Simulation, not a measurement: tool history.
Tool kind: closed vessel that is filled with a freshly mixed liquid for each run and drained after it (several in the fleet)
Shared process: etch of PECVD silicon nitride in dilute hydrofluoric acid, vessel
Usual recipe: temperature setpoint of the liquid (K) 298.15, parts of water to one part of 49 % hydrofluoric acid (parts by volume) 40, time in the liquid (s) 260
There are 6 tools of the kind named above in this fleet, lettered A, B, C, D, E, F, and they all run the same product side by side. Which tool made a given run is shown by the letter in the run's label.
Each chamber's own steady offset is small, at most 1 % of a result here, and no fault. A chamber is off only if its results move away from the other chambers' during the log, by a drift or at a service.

| run | hour | temperature setpoint of the liquid (K) | parts of water to one part of 49 % hydrofluoric acid (parts by volume) | time in the liquid (s) | hours since the thermometer was replaced | hours since the hydrofluoric acid flow meter was replaced | read-back film thickness of the PECVD silicon nitride reference wafer, read on the same gauge (nm) | thickness taken off the PECVD silicon nitride on a monitor wafer (nm) |
|---|---|---|---|---|---|---|---|---|
| 1B | 5.2 | 298.15 | 40 | 260 | 230.9 | 317.4 | 150.04 | 29.316 |
| 2F | 13.4 | 298.15 | 40 | 260 | 700.4 | 1593.6 | 149.99 | 29.315 |
| 3A | 21.8 | 298.15 | 40 | 260 | 1555.8 | 1309.3 | 150.00 | 29.410 |
| 4C | 30.3 | 298.15 | 40 | 260 | 208.6 | 746.7 | 150.03 | 29.294 |
| 5E | 34.7 | 298.15 | 40 | 260 | 1736.9 | 947.9 | 149.99 | 29.067 |
| 6D | 40.0 | 294.15 | 40 | 260 | 1362.6 | 122.1 | 150.02 | 22.141 |
| 7F | 44.0 | 294.15 | 40 | 260 | 731.0 | 1624.2 | 149.99 | 22.117 |
| 8B | 51.8 | 294.15 | 40 | 260 | 277.5 | 364.0 | 149.96 | 22.472 |
| 9A | 58.2 | 294.15 | 40 | 260 | 1592.2 | 1345.7 | 150.01 | 22.530 |
| 10D | 65.4 | 294.15 | 40 | 260 | 1388.0 | 147.5 | 150.00 | 22.255 |
| 11E | 73.8 | 294.15 | 40 | 260 | 1776.0 | 987.0 | 150.01 | 22.124 |
| 12C | 80.1 | 298.15 | 40 | 260 | 258.4 | 796.5 | 150.05 | 29.059 |
| 13B | 86.4 | 298.15 | 60 | 340 | 312.1 | 398.6 | 150.01 | 25.670 |
| 14F | 95.3 | 298.15 | 60 | 340 | 782.3 | 1675.5 | 149.99 | 25.866 |
| 15C | 100.2 | 298.15 | 60 | 340 | 278.5 | 816.6 | 149.97 | 25.420 |
| 16A | 105.3 | 298.15 | 60 | 340 | 1639.3 | 1392.8 | 150.03 | 25.884 |
| 17D | 112.9 | 298.15 | 60 | 340 | 1435.5 | 195.0 | 149.98 | 25.641 |
| 18E | 116.9 | 298.15 | 60 | 340 | 1819.1 | 1030.1 | 150.00 | 25.623 |
|  | 120.3 | chamber F: thermometer replaced |
| 19F | 125.6 | 298.15 | 40 | 260 | 5.4 | 1705.8 | 150.01 | 29.130 |
|  | 126.3 | chamber E: hydrofluoric acid flow meter replaced |
| 20D | 133.3 | 298.15 | 40 | 260 | 1455.9 | 215.4 | 150.05 | 29.430 |
| 21E | 141.7 | 298.15 | 40 | 260 | 1843.9 | 15.4 | 150.00 | 29.331 |
| 22C | 149.8 | 298.15 | 40 | 260 | 328.1 | 866.2 | 149.96 | 28.696 |
| 23A | 154.9 | 298.15 | 40 | 260 | 1688.9 | 1442.4 | 149.96 | 30.030 |
|  | 159.0 | chamber F: hydrofluoric acid flow meter replaced |
| 24B | 161.9 | 298.15 | 40 | 260 | 387.6 | 474.1 | 149.99 | 29.651 |
| 25F | 168.2 | 298.15 | 40 | 260 | 48.0 | 9.3 | 149.99 | 29.257 |
| 26D | 176.8 | 298.15 | 40 | 260 | 1499.4 | 258.9 | 150.00 | 29.741 |
| 27E | 185.5 | 298.15 | 40 | 260 | 1887.7 | 59.2 | 150.01 | 29.144 |
| 28C | 189.9 | 298.15 | 40 | 260 | 368.2 | 906.3 | 150.03 | 28.918 |
| 29B | 198.6 | 294.15 | 40 | 375 | 424.3 | 510.8 | 150.00 | 32.474 |
| 30A | 205.7 | 294.15 | 40 | 375 | 1739.7 | 1493.2 | 149.98 | 33.772 |
| 31F | 212.9 | 294.15 | 40 | 375 | 92.7 | 54.0 | 150.02 | 31.857 |
| 32E | 220.3 | 294.15 | 40 | 375 | 1922.5 | 94.0 | 150.03 | 32.103 |
| 33A | 226.0 | 294.15 | 40 | 375 | 1760.0 | 1513.5 | 150.00 | 34.260 |
| 34B | 233.6 | 294.15 | 40 | 375 | 459.3 | 545.8 | 150.00 | 32.572 |
| 35C | 239.0 | 294.15 | 40 | 260 | 417.3 | 955.4 | 150.02 | 21.844 |
| 36D | 246.2 | 294.15 | 40 | 260 | 1568.8 | 328.3 | 149.98 | 22.293 |
| 37A | 255.1 | 294.15 | 40 | 260 | 1789.1 | 1542.6 | 150.02 | 24.423 |

Read the log: is a single chamber off, either drifting away or since a service, is the gauge that measures every chamber drifting, or is nothing wrong beyond small per-chamber offsets? Name any odd chamber and what most likely caused it.

Chamber A drifts away from the others.
Most likely cause: hydrofluoric acid flow above the setpoint (%) = 8.6.
Not necessarily distinguishable in this log from: liquid hotter than its thermometer reads (K).

Here are 4 candidates for chamber A's next run, each the usual settings with a change, their results left as question marks. Which one brings its results back in line with what the others give on the usual settings?
In-line tolerance around the mean of the other chambers on the usual settings: thickness taken off the PECVD silicon nitride on a monitor wafer (nm) 0.660
| 38A-1 | 261.7 | 297.65 | 40 | 230 |  |  |  | ? |
| 38A-2 | 261.7 | 298.65 | 35 | 260 |  |  |  | ? |
| 38A-3 | 261.7 | 298.15 | 40 | 280 |  |  |  | ? |
| 38A-4 | 261.7 | 298.15 | 40 | 240 |  |  |  | ? |

Other chambers, usual settings, mean: thickness taken off the PECVD silicon nitride on a monitor wafer (nm) 29.191
| run | thickness taken off the PECVD silicon nitride on a monitor wafer (nm) |
|---|---|
| 38A-1 | 27.111 |
| 38A-2 | 37.247 |
| 38A-3 | 34.138 |
| 38A-4 | 29.261 |
It is 38A-4 that realigns the chamber with its peers.
